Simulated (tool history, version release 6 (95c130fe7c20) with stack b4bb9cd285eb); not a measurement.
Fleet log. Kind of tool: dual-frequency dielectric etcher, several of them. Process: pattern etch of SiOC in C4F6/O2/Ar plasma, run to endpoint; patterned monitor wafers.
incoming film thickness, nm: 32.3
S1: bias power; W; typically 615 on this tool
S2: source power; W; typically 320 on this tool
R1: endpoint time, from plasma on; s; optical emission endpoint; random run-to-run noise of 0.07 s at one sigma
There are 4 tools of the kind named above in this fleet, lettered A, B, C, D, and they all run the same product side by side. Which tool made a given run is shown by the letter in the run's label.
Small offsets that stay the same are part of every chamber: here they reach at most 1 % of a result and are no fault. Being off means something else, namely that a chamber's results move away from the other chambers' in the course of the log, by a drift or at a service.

{"run": "1A", "hour": 8.9, "S1": 615, "S2": 320, "R1": 10.953}
{"run": "2B", "hour": 14.6, "S1": 615, "S2": 320, "R1": 10.818}
{"run": "3D", "hour": 20.7, "S1": 615, "S2": 320, "R1": 10.751}
{"run": "4C", "hour": 26.4, "S1": 615, "S2": 320, "R1": 10.878}
{"run": "5D", "hour": 35.5, "S1": 615, "S2": 320, "R1": 10.632}
{"run": "6B", "hour": 40.9, "S1": 615, "S2": 320, "R1": 10.927}
{"run": "7C", "hour": 46.2, "S1": 615, "S2": 320, "R1": 10.823}
{"run": "8A", "hour": 54.8, "S1": 715, "S2": 280, "R1": 10.772}
{"run": "9D", "hour": 64.9, "S1": 715, "S2": 280, "R1": 10.65}
{"run": "10C", "hour": 70.0, "S1": 715, "S2": 280, "R1": 10.842}
{"run": "11B", "hour": 78.3, "S1": 715, "S2": 280, "R1": 10.719}
{"run": "12A", "hour": 84.8, "S1": 615, "S2": 320, "R1": 10.94}
{"run": "13A", "hour": 93.5, "S1": 615, "S2": 320, "R1": 10.871}
{"run": "14C", "hour": 99.2, "S1": 615, "S2": 320, "R1": 10.909}
{"run": "15D", "hour": 108.0, "S1": 615, "S2": 320, "R1": 10.745}
{"run": "16B", "hour": 117.9, "S1": 615, "S2": 320, "R1": 10.792}
{"run": "17A", "hour": 125.9, "S1": 615, "S2": 320, "R1": 10.881}
{"run": "18D", "hour": 134.6, "S1": 615, "S2": 320, "R1": 10.881}
{"run": "19B", "hour": 144.5, "S1": 615, "S2": 300, "R1": 10.939}
{"hour": 151.3, "done": "chamber C: wet clean of the chamber"}
{"run": "20C", "hour": 152.4, "S1": 615, "S2": 300, "R1": 11.151}
{"hour": 159.7, "done": "chamber D: wet clean of the chamber"}
{"run": "21B", "hour": 160.7, "S1": 615, "S2": 300, "R1": 11.095}
{"run": "22A", "hour": 169.5, "S1": 615, "S2": 300, "R1": 11.057}
{"run": "23D", "hour": 180.0, "S1": 764, "S2": 320, "R1": 10.475}
{"run": "24C", "hour": 189.7, "S1": 764, "S2": 320, "R1": 10.064}
{"run": "25C", "hour": 195.4, "S1": 764, "S2": 320, "R1": 10.07}
{"run": "26A", "hour": 204.4, "S1": 764, "S2": 320, "R1": 9.9725}
{"hour": 209.3, "done": "chamber C: bias power generator calibrated"}
{"run": "27D", "hour": 211.8, "S1": 500, "S2": 390, "R1": 11.391}
{"run": "28B", "hour": 216.8, "S1": 500, "S2": 390, "R1": 10.921}
{"run": "29B", "hour": 226.2, "S1": 500, "S2": 390, "R1": 10.906}
{"run": "30D", "hour": 232.0, "S1": 500, "S2": 390, "R1": 11.281}
{"hour": 235.5, "done": "chamber B: bias power generator calibrated"}
{"run": "31C", "hour": 239.4, "S1": 615, "S2": 320, "R1": 10.948}
{"run": "32A", "hour": 244.3, "S1": 759, "S2": 400, "R1": 9.3255}
{"run": "33C", "hour": 250.1, "S1": 759, "S2": 400, "R1": 9.363}
{"run": "34A", "hour": 254.8, "S1": 759, "S2": 400, "R1": 9.1591}
{"run": "35B", "hour": 262.2, "S1": 759, "S2": 400, "R1": 9.2666}
{"run": "36D", "hour": 269.0, "S1": 615, "S2": 320, "R1": 11.344}
{"run": "37C", "hour": 277.7, "S1": 669, "S2": 320, "R1": 10.583}

Each of the 4 chambers runs these same settings next. Fill in every chamber's results:
{"run": "38A", "hour": 285.2, "S1": 615, "S2": 390, "R1": "?"}
{"run": "38B", "hour": 285.2, "S1": 615, "S2": 390, "R1": "?"}
{"run": "38C", "hour": 285.2, "S1": 615, "S2": 390, "R1": "?"}
{"run": "38D", "hour": 285.2, "S1": 615, "S2": 390, "R1": "?"}

run=38A R1=10.081
run=38B R1=10.174
run=38C R1=10.154
run=38D R1=10.483
